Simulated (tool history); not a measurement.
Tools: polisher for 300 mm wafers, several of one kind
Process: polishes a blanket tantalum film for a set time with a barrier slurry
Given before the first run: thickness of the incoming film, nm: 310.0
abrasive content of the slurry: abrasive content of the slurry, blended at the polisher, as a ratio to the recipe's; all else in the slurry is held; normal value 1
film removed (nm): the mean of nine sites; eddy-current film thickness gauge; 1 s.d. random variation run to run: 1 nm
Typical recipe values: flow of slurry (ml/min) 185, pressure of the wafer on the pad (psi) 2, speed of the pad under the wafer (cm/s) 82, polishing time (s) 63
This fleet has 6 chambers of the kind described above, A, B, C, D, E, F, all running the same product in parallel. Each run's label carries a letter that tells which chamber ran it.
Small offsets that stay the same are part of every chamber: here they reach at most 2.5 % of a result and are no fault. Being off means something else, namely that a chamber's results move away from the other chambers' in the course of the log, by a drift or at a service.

run   hour  flow of slurry (ml/min)  pressure of the wafer on the pad (psi)  speed of the pad under the wafer (cm/s)  abrasive content of the slurry  polishing time (s)  wafers polished on this pad  hours since the slurry nozzle was cleaned  hours since the head pressure was calibrated  hours since the slurry blender was calibrated  film removed (nm)
       2.6  -- chamber F: head pressure recalibrated
 1A    5.2                      185                                       2                                       82                               1                  63                          316                                      138.5                                           854                                           91.1             74.569
 2C   11.9                      185                                       2                                       82                               1                  63                          147                                      242.2                                         390.8                                          225.1             73.049
 3F   19.2                      185                                       2                                       82                               1                  63                          241                                       87.5                                          16.6                                           83.1             73.538
 4B   27.1                      185                                       2                                       82                               1                  63                          904                                      244.6                                         281.5                                            174             72.781
        29  -- chamber A: slurry blender recalibrated
      30.4  -- chamber E: slurry blender recalibrated
        34  -- chamber C: slurry nozzle cleaned
 5E     34                      185                                       2                                       82                               1                  63                         1198                                       64.7                                         397.8                                            3.6             71.978
      34.6  -- chamber B: worn pad replaced by a new one
 6D   38.5                      185                                       2                                       82                               1                  63                          487                                      220.1                                         808.8                                           72.5             75.109
      39.1  -- chamber B: slurry blender recalibrated
      41.8  -- chamber B: head pressure recalibrated
 7B   42.9                      185                                       2                                       82                               1                  70                           95                                      260.4                                           1.1                                            3.9             80.988
      46.4  -- chamber E: worn pad replaced by a new one
      50.4  -- chamber B: slurry nozzle cleaned
 8A   50.8                      185                                       2                                       82                               1                  70                          836                                      184.1                                         899.6                                           21.9              82.17
      52.5  -- chamber D: worn pad replaced by a new one
 9E   55.3                      185                                       2                                       82                               1                  70                          101                                         86                                         419.1                                           24.9             80.699
10C   60.6                      185                                       2                                       82                               1                  70                          703                                       26.6                                         439.5                                          273.8             84.023
11D   66.5                      185                                       2                                       82                               1                  70                          159                                      248.1                                         836.8                                          100.5             79.478
12F   72.1                      185                                       2                                       82                               1                  70                          845                                      140.4                                          69.5                                            136             83.516
13B   76.7                      185                                       2                                       82                               1                  63                          480                                       26.4                                          34.9                                           37.7             73.913
      79.9  -- chamber A: worn pad replaced by a new one
14C   81.8                      150                                     2.6                                       82                               1                  63                          945                                       47.8                                         460.7                                            295             92.777
15E   85.6                      150                                     2.6                                       82                               1                  63                          447                                      116.3                                         449.4                                           55.2             94.255
16A   89.2                      150                                     2.6                                       82                               1                  63                          106                                      222.5                                           938                                           60.3             90.844
17D     93                      150                                     2.6                                       82                               1                  63                          462                                      274.6                                         863.3                                            127             89.937
18F   96.9                      150                                     2.6                                       82                               1                  63                         1128                                      165.2                                          94.3                                          160.8              95.15
19C  103.4                      150                                     2.6                                       82                               1                  63                         1191                                       69.4                                         482.3                                          316.6             92.202
     106.1  -- chamber C: worn pad replaced by a new one
20E  107.3                      185                                       2                                       82                               1                  63                          695                                        138                                         471.1                                           76.9              73.74
     108.1  -- chamber D: slurry nozzle cleaned
21B  115.2                      185                                       2                                      100                               1                  63                          920                                       64.9                                          73.4                                           76.2             89.453
22A  121.4                      185                                       2                                      100                               1                  63                          474                                      254.7                                         970.2                                           92.5             86.306
     124.6  -- chamber D: worn pad replaced by a new one
23F  126.6                      185                                       2                                      100                               1                  63                         1467                                      194.9                                           124                                          190.5             91.069
       127  -- chamber F: slurry blender recalibrated
     131.4  -- chamber A: slurry blender recalibrated
     131.5  -- chamber F: worn pad replaced by a new one
     132.1  -- chamber B: worn pad replaced by a new one
24D  134.4                      185                                       2                                      100                               1                  63                          112                                       26.4                                         904.7                                          168.4               89.7
25B  142.2                      185                                       2                                      100                               1                  63                          115                                       91.9                                         100.4                                          103.2             87.121
     145.7  -- chamber E: worn pad replaced by a new one
     147.5  -- chamber C: slurry blender recalibrated
26A  149.7                      185                                       2                                      100                               1                  63                          797                                        283                                         998.5                                           18.4             84.325
27F  153.5                      185                                       2                                       82                               1                  63                          251                                      221.8                                         150.9                                           26.6             73.843
28C  161.3                      185                                       2                                       82                               1                  63                          630                                      127.3                                         540.2                                           13.8               75.9
29D  165.3                      185                                       2                                       82                               1                  63                          464                                       57.3                                         935.6                                          199.3             74.721
30E  172.1                      185                                       2                                       82                               1                  63                          301                                      202.8                                         535.9                                          141.7             74.239
     174.4  -- chamber E: head pressure recalibrated
31A  179.5                      185                                       2                                       82                               1                  63                         1137                                      312.8                                        1028.3                                           48.2             65.304
32D  183.5                      185                                       2                                       82                               1                  63                          672                                       75.5                                         953.8                                          217.5             76.173
     184.4  -- chamber D: head pressure recalibrated
     186.2  -- chamber D: worn pad replaced by a new one
33E  187.4                      185                                       2                                       82                               1                  63                          476                                      218.1                                          13.1                                            157             73.591
34B  191.2                      185                                       2                                       82                               1                  63                          675                                      140.9                                         149.4                                          152.2             73.643
       193  -- chamber A: worn pad replaced by a new one
35F  199.3                      185                                       2                                       82                               1                  63                          774                                      267.6                                         196.7                                           72.4             72.746
36C  206.1                      130                                     1.7                                       82                               1                  63                         1141                                      172.1                                           585                                           58.6             60.388
37A  212.9                      130                                     1.7                                       82                               1                  63                          228                                      346.2                                        1061.7                                           81.6             52.743
     216.5  -- chamber C: worn pad replaced by a new one
38D  217.7                      130                                     1.7                                       82                               1                  63                          359                                      109.7                                          33.3                                          251.7             60.195
39C  221.9                      130                                     1.7                                       82                               1                  63                           61                                      187.9                                         600.8                                           74.4             59.226

All 6 chambers run these settings next. Forecast each chamber's results:
40A  227.9                      185                                       2                                       82                               1                  63                                                                                                                                                                                       ?
40B  227.9                      185                                       2                                       82                               1                  63                                                                                                                                                                                       ?
40C  227.9                      185                                       2                                       82                               1                  63                                                                                                                                                                                       ?
40D  227.9                      185                                       2                                       82                               1                  63                                                                                                                                                                                       ?
40E  227.9                      185                                       2                                       82                               1                  63                                                                                                                                                                                       ?
40F  227.9                      185                                       2                                       82                               1                  63                                                                                                                                                                                       ?

run  film removed (nm)
40A             64.779
40B             70.158
40C             74.135
40D             75.363
40E             73.906
40F             73.711

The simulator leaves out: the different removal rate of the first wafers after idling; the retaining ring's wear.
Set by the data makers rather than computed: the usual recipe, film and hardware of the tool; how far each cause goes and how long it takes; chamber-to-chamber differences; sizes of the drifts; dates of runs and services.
